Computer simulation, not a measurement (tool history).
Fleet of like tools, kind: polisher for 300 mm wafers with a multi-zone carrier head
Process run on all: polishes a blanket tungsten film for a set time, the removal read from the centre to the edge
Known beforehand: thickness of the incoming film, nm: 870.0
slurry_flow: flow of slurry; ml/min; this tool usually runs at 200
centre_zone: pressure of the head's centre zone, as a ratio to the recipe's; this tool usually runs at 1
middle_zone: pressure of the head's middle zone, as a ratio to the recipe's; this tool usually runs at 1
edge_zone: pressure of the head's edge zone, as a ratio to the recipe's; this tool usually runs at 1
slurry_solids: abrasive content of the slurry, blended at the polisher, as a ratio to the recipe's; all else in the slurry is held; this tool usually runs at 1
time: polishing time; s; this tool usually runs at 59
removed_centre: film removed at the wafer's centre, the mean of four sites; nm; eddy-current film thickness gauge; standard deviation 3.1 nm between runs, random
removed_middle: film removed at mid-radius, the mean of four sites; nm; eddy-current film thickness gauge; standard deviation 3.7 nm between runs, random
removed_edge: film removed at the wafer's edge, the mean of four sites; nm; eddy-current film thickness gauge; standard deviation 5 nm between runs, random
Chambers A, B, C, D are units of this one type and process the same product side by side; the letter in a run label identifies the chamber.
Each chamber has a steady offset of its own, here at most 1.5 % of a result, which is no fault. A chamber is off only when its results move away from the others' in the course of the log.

run 1C hour=8.7 | slurry_flow=200 centre_zone=1 middle_zone=1 edge_zone=1 slurry_solids=1 time=59 | removed_centre=332.22 removed_middle=331.96 removed_edge=337.97
-- hour=11.8 chamber B: edge zone pressure recalibrated
run 2D hour=15 | slurry_flow=200 centre_zone=1 middle_zone=1 edge_zone=1 slurry_solids=1 time=59 | removed_centre=337.37 removed_middle=336.38 removed_edge=335.09
-- hour=16.1 chamber D: worn pad replaced by a new one
-- hour=16.5 chamber B: centre zone pressure recalibrated
run 3B hour=22.2 | slurry_flow=200 centre_zone=1 middle_zone=1 edge_zone=1 slurry_solids=1 time=59 | removed_centre=332.74 removed_middle=342.67 removed_edge=332.35
run 4A hour=29.1 | slurry_flow=200 centre_zone=1 middle_zone=1 edge_zone=1 slurry_solids=1 time=59 | removed_centre=331.96 removed_middle=330.56 removed_edge=336.39
-- hour=33 chamber A: worn pad replaced by a new one
run 5C hour=35.9 | slurry_flow=200 centre_zone=1 middle_zone=1 edge_zone=1 slurry_solids=1 time=59 | removed_centre=339.37 removed_middle=331.58 removed_edge=336.4
run 6B hour=42.9 | slurry_flow=200 centre_zone=1 middle_zone=1 edge_zone=1 slurry_solids=1 time=59 | removed_centre=339.79 removed_middle=341.25 removed_edge=341.74
-- hour=48.1 chamber C: worn pad replaced by a new one
run 7D hour=49.4 | slurry_flow=200 centre_zone=1 middle_zone=1 edge_zone=1 slurry_solids=1 time=59 | removed_centre=334.81 removed_middle=334.13 removed_edge=323.83
run 8A hour=54.6 | slurry_flow=200 centre_zone=1 middle_zone=1 edge_zone=1 slurry_solids=1 time=45 | removed_centre=256.7 removed_middle=250.58 removed_edge=259.7
run 9B hour=64.8 | slurry_flow=200 centre_zone=1 middle_zone=1 edge_zone=1 slurry_solids=1 time=45 | removed_centre=257.96 removed_middle=260.84 removed_edge=250.53
run 10C hour=75.5 | slurry_flow=200 centre_zone=1 middle_zone=1 edge_zone=1 slurry_solids=1 time=45 | removed_centre=258.45 removed_middle=255.7 removed_edge=252.01
-- hour=80.8 chamber D: edge zone pressure recalibrated
run 11A hour=80.8 | slurry_flow=200 centre_zone=1 middle_zone=1 edge_zone=1 slurry_solids=1 time=45 | removed_centre=249.32 removed_middle=251.5 removed_edge=255.56
run 12D hour=87.8 | slurry_flow=200 centre_zone=1 middle_zone=1 edge_zone=1 slurry_solids=1 time=59 | removed_centre=336.91 removed_middle=338.1 removed_edge=326.3
run 13B hour=97.2 | slurry_flow=200 centre_zone=1 middle_zone=1 edge_zone=1 slurry_solids=1 time=59 | removed_centre=336.69 removed_middle=339.98 removed_edge=338.28
run 14A hour=104.9 | slurry_flow=200 centre_zone=1 middle_zone=0.96 edge_zone=1 slurry_solids=1 time=59 | removed_centre=337.12 removed_middle=320.57 removed_edge=338.6
-- hour=111.6 chamber D: worn pad replaced by a new one
-- hour=111.6 chamber B: worn pad replaced by a new one
run 15C hour=114.1 | slurry_flow=200 centre_zone=1 middle_zone=0.96 edge_zone=1 slurry_solids=1 time=59 | removed_centre=338.58 removed_middle=321.87 removed_edge=331.7
run 16D hour=123.2 | slurry_flow=200 centre_zone=1 middle_zone=0.96 edge_zone=1 slurry_solids=1 time=59 | removed_centre=340.94 removed_middle=317.24 removed_edge=344.8
-- hour=127.9 chamber D: centre zone pressure recalibrated
run 17A hour=128.7 | slurry_flow=200 centre_zone=1 middle_zone=0.96 edge_zone=1 slurry_solids=1 time=59 | removed_centre=345.52 removed_middle=323.01 removed_edge=329.17
run 18B hour=137.6 | slurry_flow=200 centre_zone=1 middle_zone=1 edge_zone=1 slurry_solids=1 time=59 | removed_centre=337.09 removed_middle=344.7 removed_edge=333.3
run 19D hour=147.5 | slurry_flow=200 centre_zone=1 middle_zone=1 edge_zone=1 slurry_solids=1 time=59 | removed_centre=337.56 removed_middle=333.45 removed_edge=338.98
run 20C hour=157.7 | slurry_flow=200 centre_zone=1 middle_zone=1 edge_zone=1 slurry_solids=1 time=59 | removed_centre=331.73 removed_middle=334.94 removed_edge=343.7
run 21C hour=166 | slurry_flow=200 centre_zone=1 middle_zone=1 edge_zone=1 slurry_solids=1 time=59 | removed_centre=331.48 removed_middle=333.6 removed_edge=333.17
run 22A hour=173.2 | slurry_flow=200 centre_zone=1 middle_zone=1 edge_zone=1 slurry_solids=1 time=59 | removed_centre=357.95 removed_middle=336.69 removed_edge=335.47
-- hour=182.1 chamber C: worn pad replaced by a new one
run 23D hour=184 | slurry_flow=200 centre_zone=1 middle_zone=1 edge_zone=1 slurry_solids=1 time=59 | removed_centre=334.95 removed_middle=330.35 removed_edge=338.94
-- hour=189.9 chamber A: worn pad replaced by a new one
run 24B hour=192 | slurry_flow=200 centre_zone=1 middle_zone=1 edge_zone=1 slurry_solids=1 time=59 | removed_centre=342.02 removed_middle=335.91 removed_edge=328.48
run 25C hour=198.9 | slurry_flow=200 centre_zone=1 middle_zone=1 edge_zone=1 slurry_solids=1 time=59 | removed_centre=335.19 removed_middle=335.27 removed_edge=332.75
run 26A hour=206.5 | slurry_flow=200 centre_zone=1 middle_zone=1 edge_zone=1 slurry_solids=1 time=59 | removed_centre=371.83 removed_middle=338.05 removed_edge=336.34

Read the log: is a single chamber off, either drifting away or since a service, is the gauge that measures every chamber drifting, or is nothing wrong beyond small per-chamber offsets? Name any odd chamber and what most likely caused it.

Little by little, chamber A moves away from the other chambers.
What lies behind it: centre zone's pressure above its setpoint, % = 11.8.

Here are 4 candidates for chamber A's next run, each the usual settings with a change, their results left as question marks. Which one brings its results back in line with what the others give on the usual settings?
A result is in line if it is within this distance of the other chambers' mean on the usual settings: removed_centre 11 nm; removed_middle 13 nm; removed_edge 18 nm
run 27A-1 hour=214.3 | slurry_flow=200 centre_zone=0.97 middle_zone=1.01 edge_zone=1.01 slurry_solids=1 time=59 | removed_centre=? removed_middle=? removed_edge=?
run 27A-2 hour=214.3 | slurry_flow=205 centre_zone=1.09 middle_zone=0.97 edge_zone=0.98 slurry_solids=1 time=59 | removed_centre=? removed_middle=? removed_edge=?
run 27A-3 hour=214.3 | slurry_flow=195 centre_zone=0.91 middle_zone=1.03 edge_zone=1.02 slurry_solids=1 time=59 | removed_centre=? removed_middle=? removed_edge=?
run 27A-4 hour=214.3 | slurry_flow=200 centre_zone=1.03 middle_zone=0.99 edge_zone=0.99 slurry_solids=1 time=59 | removed_centre=? removed_middle=? removed_edge=?

The other chambers' mean on the usual settings: removed_centre 337.27 nm; removed_middle 337.12 nm; removed_edge 334.94 nm
run=27A-1 removed_centre=363.49 removed_middle=335.62 removed_edge=339.25
run=27A-2 removed_centre=413.56 removed_middle=324.28 removed_edge=334.94
run=27A-3 removed_centre=337.84 removed_middle=340.59 removed_edge=339.99
run=27A-4 removed_centre=387.7 removed_middle=329.37 removed_edge=335.75
The answer is 27A-3, which returns the chamber to within the allowed miss of the others.
